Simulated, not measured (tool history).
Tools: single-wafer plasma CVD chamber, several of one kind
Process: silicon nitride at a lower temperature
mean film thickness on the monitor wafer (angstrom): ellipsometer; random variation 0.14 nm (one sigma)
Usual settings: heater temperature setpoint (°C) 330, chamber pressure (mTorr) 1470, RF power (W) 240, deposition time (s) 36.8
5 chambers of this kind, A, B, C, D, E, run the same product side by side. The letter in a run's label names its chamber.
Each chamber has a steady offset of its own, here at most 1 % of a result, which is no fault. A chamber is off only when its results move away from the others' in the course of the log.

run	hour	heater temperature setpoint (°C)	chamber pressure (mTorr)	RF power (W)	deposition time (s)	read-back reference wafer on the same gauge, thickness_nm	mean film thickness on the monitor wafer (angstrom)
# hour 9.7: chamber E: RF generator calibrated
1B	10.4	330	1470	240	36.8	36.993	361.76
2A	23.6	330	1470	240	36.8	37.001	360.17
3C	30.4	330	1470	240	36.8	36.991	358.76
# hour 38.5: chamber B: capacitance manometer re-zeroed and calibrated
4D	38.9	330	1470	240	36.8	37.028	363.8
5E	52.4	330	1470	200	36.8	37.045	317.84
6D	65.7	330	1470	200	36.8	36.981	319.23
7E	76.8	330	1470	200	36.8	36.977	316.02
8C	90.1	330	1470	200	36.8	36.936	316.94
9A	102.1	330	1470	200	36.8	37	314.86
10B	111.6	330	1470	240	36.8	36.969	361.81
11C	122.7	330	1470	240	36.8	36.989	361.32
12B	131.7	330	1300	240	33.1	37.012	314.71
13D	139.3	330	1300	240	33.1	37.019	316.07
14E	146.2	330	1300	240	33.1	36.962	315.98
15A	153.3	330	1300	240	33.1	37.039	312
16A	165.5	330	1300	240	33.1	36.997	314.05
17E	173.2	330	1470	240	36.8	36.957	363.66
18C	182.7	330	1470	240	36.8	37.03	358.4
19B	193.1	330	1470	240	36.8	36.995	365.1
20D	204.9	330	1470	240	36.8	37.021	362.34
21D	212.6	330	1470	240	36.8	36.978	362.89
22B	225.9	330	1470	240	36.8	37.005	364.21
23C	238.3	330	1730	240	40.8	37.04	415.08
24E	251.6	330	1730	240	40.8	36.969	424.5
25A	265.5	330	1730	240	40.8	37.02	418.88
26A	278.6	330	1730	240	40.8	36.993	417.92
# hour 285.7: chamber E: thermocouple changed; heater temperature recalibrated
27E	288.2	330	1730	240	40.8	37.014	423.14
28C	298.8	330	1470	240	36.8	37.048	359.43
29B	308.5	330	1470	240	36.8	37.003	366.74
30D	320.2	330	1470	240	36.8	36.989	365.99
31A	334.4	330	1470	240	36.8	37.003	363.11
32D	346.3	330	1470	240	36.8	37.025	364.61
33E	360.2	330	1470	240	36.8	37.008	364.97
34C	374.6	320	1470	240	36.8	37.008	360.88
35B	386.9	320	1470	240	36.8	36.972	365.1
36D	395	320	1470	240	36.8	36.986	367.01
37C	402.7	320	1470	240	36.8	37.027	361.65
38A	413.9	320	1470	240	36.8	37.001	363.19
39E	421.8	330	1470	240	36.8	37.041	364.29

Next, every chamber runs the same settings. What will each give?
40A	432.9	330	1470	240	36.8		?
40B	432.9	330	1470	240	36.8		?
40C	432.9	330	1470	240	36.8		?
40D	432.9	330	1470	240	36.8		?
40E	432.9	330	1470	240	36.8		?

run	mean film thickness on the monitor wafer (angstrom)
40A	362.32
40B	364.64
40C	358.56
40D	365.73
40E	364.24
